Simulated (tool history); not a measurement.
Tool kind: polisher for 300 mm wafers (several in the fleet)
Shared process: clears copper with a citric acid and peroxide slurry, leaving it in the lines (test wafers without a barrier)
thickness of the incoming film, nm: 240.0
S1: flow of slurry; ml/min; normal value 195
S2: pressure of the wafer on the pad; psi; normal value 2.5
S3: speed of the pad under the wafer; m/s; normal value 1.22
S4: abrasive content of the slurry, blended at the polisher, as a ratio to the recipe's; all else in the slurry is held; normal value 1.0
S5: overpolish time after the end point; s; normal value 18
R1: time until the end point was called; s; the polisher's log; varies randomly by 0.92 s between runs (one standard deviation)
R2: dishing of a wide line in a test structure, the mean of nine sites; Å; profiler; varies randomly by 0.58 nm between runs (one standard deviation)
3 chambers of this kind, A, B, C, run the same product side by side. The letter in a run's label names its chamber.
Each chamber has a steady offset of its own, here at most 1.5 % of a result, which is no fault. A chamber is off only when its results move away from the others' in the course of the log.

run	day	S1	S2	S3	S4	S5	R1	R2
1A	0.254	195	2.5	1.22	1.0	18	107.87	277.83
2B	0.479	195	2.5	1.22	1.0	18	108.40	284.22
3C	0.721	195	2.5	1.22	1.0	18	108.24	301.70
# day 0.796: chamber B: worn pad replaced by a new one
# day 0.796: chamber C: worn pad replaced by a new one
4B	0.942	195	2.5	1.22	1.0	18	109.57	283.52
5C	1.267	195	2.5	1.22	1.0	18	109.17	280.21
6A	1.467	195	2.5	1.22	1.0	18	109.63	287.47
7C	1.842	195	2.5	1.22	1.0	18	109.47	296.08
# day 2.038: chamber A: slurry blender recalibrated
8A	2.225	195	2.5	1.22	1.0	18	108.33	291.67
9B	2.662	195	2.5	1.22	1.0	18	108.75	291.33
10A	3.088	195	2.5	1.22	1.0	18	107.66	285.72
11C	3.450	195	2.5	1.22	1.0	18	107.47	281.74
12B	3.812	195	2.5	1.22	1.0	18	107.57	293.91
# day 3.979: chamber A: worn pad replaced by a new one
13B	4.012	195	2.5	1.22	1.0	18	109.34	294.78
14C	4.350	195	2.5	1.22	1.0	18	107.55	290.99
# day 4.579: chamber B: worn pad replaced by a new one
15A	4.746	240	2.5	1.22	1.0	18	105.09	288.72
16A	5.092	240	2.5	1.22	1.0	18	105.60	290.68
17C	5.296	240	2.5	1.22	1.0	18	106.17	288.42
18B	5.517	195	2.5	1.22	1.0	18	109.43	281.60
19A	5.738	195	2.5	1.22	1.0	18	108.79	284.59
20B	6.162	195	2.5	1.22	1.0	18	108.14	289.13
# day 6.488: chamber C: slurry blender recalibrated
21C	6.529	195	2.5	1.22	1.0	18	109.30	284.75
22C	6.733	195	2.5	1.22	1.0	18	107.68	286.95
23B	7.025	195	2.5	1.22	1.0	18	109.84	297.07
24A	7.375	195	2.5	1.22	1.0	18	106.98	292.00
# day 7.588: chamber B: slurry nozzle cleaned
# day 7.592: chamber A: slurry nozzle cleaned
25C	7.808	195	2.5	1.22	1.0	18	109.41	300.68
# day 7.892: chamber C: worn pad replaced by a new one
26B	8.079	195	2.5	1.22	1.0	18	107.59	295.62
# day 8.104: chamber A: worn pad replaced by a new one
# day 8.317: chamber B: slurry blender recalibrated
27A	8.350	195	2.5	1.22	1.0	18	108.96	292.13
28B	8.579	195	2.5	1.22	1.0	18	107.79	284.75
# day 8.646: chamber C: slurry nozzle cleaned
# day 8.683: chamber B: worn pad replaced by a new one
29C	8.804	195	2.5	1.22	1.0	18	107.26	287.42
30A	9.079	155	2.5	1.22	1.0	18	111.52	277.78
31C	9.408	155	2.5	1.22	1.0	18	111.69	281.62
32A	9.704	155	2.5	1.22	1.0	18	112.81	280.38
33B	9.925	130	2.5	1.22	0.7	18	124.85	251.46
34C	10.275	130	2.5	1.22	0.7	18	124.55	252.30
35B	10.588	130	2.5	1.22	0.7	18	124.78	259.09
36A	10.938	195	2.5	1.22	1.0	18	109.53	277.99
37B	11.371	195	2.5	1.22	1.0	18	108.23	291.48
38C	11.788	195	2.5	1.22	1.0	18	107.10	287.01
# day 12.042: chamber A: worn pad replaced by a new one
39A	12.100	195	2.5	1.22	1.0	18	108.21	290.05
# day 12.442: chamber B: worn pad replaced by a new one
40B	12.454	195	2.5	1.22	1.0	18	109.51	290.97

Does one chamber stand apart from the rest, does the shared gauge drift, or is all well apart from small per-chamber offsets? Give the chamber and the most likely cause, where there is one.

Neither any chamber nor the gauge drifts; the chambers differ only by their own small, steady offsets.
